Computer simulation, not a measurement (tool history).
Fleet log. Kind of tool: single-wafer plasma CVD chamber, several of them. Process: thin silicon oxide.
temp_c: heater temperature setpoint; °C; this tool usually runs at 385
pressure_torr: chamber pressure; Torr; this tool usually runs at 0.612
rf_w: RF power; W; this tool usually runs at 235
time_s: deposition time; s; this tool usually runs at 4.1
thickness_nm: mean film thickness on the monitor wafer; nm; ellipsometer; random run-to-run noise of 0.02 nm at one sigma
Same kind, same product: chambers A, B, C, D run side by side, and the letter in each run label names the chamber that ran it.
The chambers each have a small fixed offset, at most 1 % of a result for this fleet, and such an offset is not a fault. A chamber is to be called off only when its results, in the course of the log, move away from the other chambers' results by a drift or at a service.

| run | hour | temp_c | pressure_torr | rf_w | time_s | read-back reference wafer on the same gauge, thickness_nm | thickness_nm |
|---|---|---|---|---|---|---|---|
| 1C | 4.9 | 385 | 0.612 | 235 | 4.1 | 5.1992 | 5.1189 |
| 2B | 11.6 | 385 | 0.612 | 235 | 4.1 | 5.1983 | 5.2282 |
| 3D | 17.8 | 385 | 0.612 | 235 | 4.1 | 5.1984 | 5.2414 |
| 4A | 23.1 | 385 | 0.612 | 235 | 4.1 | 5.1996 | 5.2212 |
|  | 27.3 | chamber B: capacitance manometer re-zeroed and calibrated |
| 5A | 29.6 | 378 | 0.612 | 255 | 4.1 | 5.2016 | 5.4243 |
| 6C | 39.4 | 378 | 0.612 | 255 | 4.1 | 5.2020 | 5.3239 |
| 7B | 45.6 | 378 | 0.612 | 255 | 4.1 | 5.1968 | 5.4553 |
| 8D | 50.2 | 378 | 0.612 | 255 | 4.1 | 5.1972 | 5.4118 |
| 9D | 54.6 | 385 | 0.612 | 235 | 4.1 | 5.2012 | 5.2511 |
| 10C | 60.2 | 385 | 0.612 | 235 | 4.1 | 5.1976 | 5.1167 |
| 11A | 66.1 | 385 | 0.612 | 235 | 4.1 | 5.2051 | 5.1892 |
|  | 68.3 | chamber B: RF generator calibrated |
|  | 69.4 | chamber A: RF generator calibrated |
| 12B | 74.1 | 385 | 0.612 | 235 | 4.1 | 5.1963 | 5.2074 |
| 13C | 83.1 | 385 | 0.612 | 235 | 4.1 | 5.1982 | 5.0983 |
| 14B | 89.9 | 385 | 0.612 | 235 | 4.1 | 5.2006 | 5.1772 |
| 15D | 97.5 | 385 | 0.612 | 235 | 4.1 | 5.2041 | 5.2299 |
|  | 101.2 | chamber D: capacitance manometer re-zeroed and calibrated |
| 16A | 104.2 | 385 | 0.612 | 235 | 4.1 | 5.1974 | 5.2122 |
| 17D | 111.4 | 385 | 0.612 | 235 | 4.1 | 5.1926 | 5.3973 |
| 18A | 116.0 | 385 | 0.612 | 215 | 4.1 | 5.1976 | 5.0100 |
| 19C | 122.6 | 385 | 0.612 | 215 | 4.1 | 5.1997 | 4.9148 |
| 20B | 129.2 | 385 | 0.612 | 215 | 4.1 | 5.2037 | 4.9758 |
| 21B | 135.8 | 385 | 0.612 | 215 | 4.1 | 5.2000 | 4.9688 |
| 22C | 142.8 | 385 | 0.612 | 235 | 4.1 | 5.1965 | 5.1528 |
| 23D | 152.7 | 385 | 0.612 | 235 | 4.1 | 5.2003 | 5.3837 |
| 24A | 159.9 | 385 | 0.612 | 235 | 4.1 | 5.2042 | 5.2034 |

Is one chamber out of step, is the gauge drifting, or do the chambers differ by no more than their own small offsets? For an off chamber, give its letter and the likeliest cause.

After it was serviced, chamber D no longer matches the other chambers.
Cause: true pressure above the setpoint (%) = 3.44.

Which of the 4 candidates below, each the usual settings with something changed and its results left as question marks, puts chamber D back in line with what the other chambers give on the usual settings?
Maximum distance from the other chambers' mean on the usual settings for a result to count as in line: thickness_nm 0.0720 nm
| 25D-1 | 167.0 | 385 | 0.612 | 200 | 4.10 |  | ? |
| 25D-2 | 167.0 | 385 | 0.626 | 235 | 4.16 |  | ? |
| 25D-3 | 167.0 | 386 | 0.612 | 215 | 4.10 |  | ? |
| 25D-4 | 167.0 | 383 | 0.612 | 280 | 4.10 |  | ? |

On the usual settings, the other chambers give on average: thickness_nm 5.1859 nm
| run | thickness_nm |
|---|---|
| 25D-1 | 5.0043 |
| 25D-2 | 5.6258 |
| 25D-3 | 5.1858 |
| 25D-4 | 5.8655 |
Change 25D-3 lands the chamber within the allowed miss of the other chambers.
